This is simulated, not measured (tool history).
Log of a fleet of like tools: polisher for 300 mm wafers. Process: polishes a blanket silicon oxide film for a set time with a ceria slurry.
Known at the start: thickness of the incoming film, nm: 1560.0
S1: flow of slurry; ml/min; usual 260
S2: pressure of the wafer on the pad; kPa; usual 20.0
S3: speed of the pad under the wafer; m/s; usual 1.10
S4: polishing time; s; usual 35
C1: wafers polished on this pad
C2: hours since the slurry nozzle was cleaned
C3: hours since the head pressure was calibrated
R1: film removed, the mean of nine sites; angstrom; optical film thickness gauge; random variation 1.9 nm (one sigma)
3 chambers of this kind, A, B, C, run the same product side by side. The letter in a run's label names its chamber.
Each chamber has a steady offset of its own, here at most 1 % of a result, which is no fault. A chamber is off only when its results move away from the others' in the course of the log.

run 1C hour=5.8 | S1=260 S2=20.0 S3=1.10 S4=35 | C1=584 C2=371.6 C3=243.3 | R1=1286.2
-- hour=7.6 chamber C: worn pad replaced by a new one
run 2B hour=14.8 | S1=260 S2=20.0 S3=1.10 S4=35 | C1=228 C2=155.6 C3=497.1 | R1=1294.2
run 3A hour=24.5 | S1=260 S2=20.0 S3=1.10 S4=35 | C1=367 C2=826.8 C3=1218.6 | R1=1298.4
run 4A hour=29.5 | S1=260 S2=20.0 S3=1.10 S4=35 | C1=417 C2=831.8 C3=1223.6 | R1=1264.7
run 5C hour=38.3 | S1=260 S2=20.0 S3=1.10 S4=35 | C1=306 C2=404.1 C3=275.8 | R1=1288.8
run 6B hour=47.2 | S1=260 S2=20.0 S3=1.10 S4=35 | C1=550 C2=188.0 C3=529.5 | R1=1337.7
run 7C hour=55.0 | S1=260 S2=20.0 S3=1.44 S4=40 | C1=472 C2=420.8 C3=292.5 | R1=1942.3
-- hour=55.4 chamber C: worn pad replaced by a new one
run 8A hour=65.2 | S1=260 S2=20.0 S3=1.44 S4=40 | C1=772 C2=867.5 C3=1259.3 | R1=1892.5
-- hour=67.8 chamber A: worn pad replaced by a new one
-- hour=71.8 chamber A: slurry nozzle cleaned
-- hour=72.7 chamber B: head pressure recalibrated
run 9B hour=73.6 | S1=260 S2=20.0 S3=1.44 S4=40 | C1=813 C2=214.4 C3=1.0 | R1=1961.9
-- hour=78.6 chamber B: worn pad replaced by a new one
run 10A hour=82.4 | S1=345 S2=20.0 S3=1.10 S4=43 | C1=145 C2=10.6 C3=1276.5 | R1=1663.1
run 11B hour=90.6 | S1=345 S2=20.0 S3=1.10 S4=43 | C1=119 C2=231.4 C3=18.0 | R1=1638.4
run 12C hour=99.5 | S1=345 S2=20.0 S3=1.10 S4=43 | C1=439 C2=465.3 C3=337.0 | R1=1575.7
-- hour=105.6 chamber C: worn pad replaced by a new one
run 13B hour=109.8 | S1=260 S2=20.0 S3=1.10 S4=35 | C1=310 C2=250.6 C3=37.2 | R1=1333.4
run 14C hour=116.1 | S1=260 S2=16.5 S3=1.10 S4=35 | C1=104 C2=481.9 C3=353.6 | R1=1062.4
-- hour=123.1 chamber B: slurry nozzle cleaned
run 15A hour=124.2 | S1=260 S2=16.5 S3=1.10 S4=35 | C1=561 C2=52.4 C3=1318.3 | R1=1083.9
run 16B hour=132.9 | S1=260 S2=16.5 S3=1.10 S4=35 | C1=540 C2=9.8 C3=60.3 | R1=1058.6
-- hour=141.4 chamber A: worn pad replaced by a new one
run 17A hour=141.5 | S1=260 S2=20.0 S3=1.10 S4=35 | C1=1 C2=69.7 C3=1335.6 | R1=1307.9
run 18C hour=150.4 | S1=260 S2=20.0 S3=1.10 S4=35 | C1=446 C2=516.2 C3=387.9 | R1=1277.0
-- hour=157.3 chamber C: worn pad replaced by a new one
run 19C hour=158.0 | S1=260 S2=20.0 S3=1.10 S4=35 | C1=6 C2=523.8 C3=395.5 | R1=1307.9
run 20B hour=166.1 | S1=260 S2=20.0 S3=1.10 S4=35 | C1=871 C2=43.0 C3=93.5 | R1=1292.9
-- hour=168.8 chamber B: worn pad replaced by a new one
run 21A hour=174.5 | S1=260 S2=20.0 S3=1.10 S4=35 | C1=329 C2=102.7 C3=1368.6 | R1=1321.2
-- hour=176.6 chamber A: head pressure recalibrated
run 22B hour=185.0 | S1=260 S2=20.0 S3=1.10 S4=35 | C1=161 C2=61.9 C3=112.4 | R1=1271.1
run 23C hour=191.0 | S1=260 S2=20.0 S3=1.10 S4=35 | C1=335 C2=556.8 C3=428.5 | R1=1304.9
run 24A hour=197.7 | S1=260 S2=20.0 S3=1.10 S4=35 | C1=560 C2=125.9 C3=21.2 | R1=1327.0
run 25A hour=207.4 | S1=345 S2=20.0 S3=1.10 S4=35 | C1=657 C2=135.6 C3=30.9 | R1=1300.5
-- hour=208.2 chamber C: worn pad replaced by a new one
-- hour=208.7 chamber A: worn pad replaced by a new one
run 26C hour=212.3 | S1=345 S2=20.0 S3=1.10 S4=35 | C1=41 C2=578.1 C3=449.8 | R1=1337.9
run 27B hour=221.8 | S1=345 S2=20.0 S3=1.10 S4=35 | C1=527 C2=98.7 C3=149.2 | R1=1307.6
-- hour=226.3 chamber C: slurry nozzle cleaned
run 28A hour=231.0 | S1=260 S2=20.0 S3=1.10 S4=35 | C1=221 C2=159.2 C3=54.5 | R1=1273.5
run 29B hour=239.4 | S1=260 S2=20.0 S3=1.10 S4=35 | C1=702 C2=116.3 C3=166.8 | R1=1303.4
-- hour=244.7 chamber B: worn pad replaced by a new one
run 30C hour=247.2 | S1=260 S2=20.0 S3=1.10 S4=35 | C1=388 C2=21.0 C3=484.7 | R1=1288.7
run 31A hour=257.0 | S1=260 S2=20.0 S3=1.10 S4=35 | C1=480 C2=185.2 C3=80.5 | R1=1271.2
run 32B hour=264.1 | S1=260 S2=20.0 S3=1.10 S4=35 | C1=193 C2=141.0 C3=191.5 | R1=1295.8

Next, every chamber runs the same settings. What will each give?
run 33A hour=271.9 | S1=260 S2=20.0 S3=1.10 S4=35 | R1=?
run 33B hour=271.9 | S1=260 S2=20.0 S3=1.10 S4=35 | R1=?
run 33C hour=271.9 | S1=260 S2=20.0 S3=1.10 S4=35 | R1=?

run=33A R1=1297.7
run=33B R1=1291.5
run=33C R1=1317.7
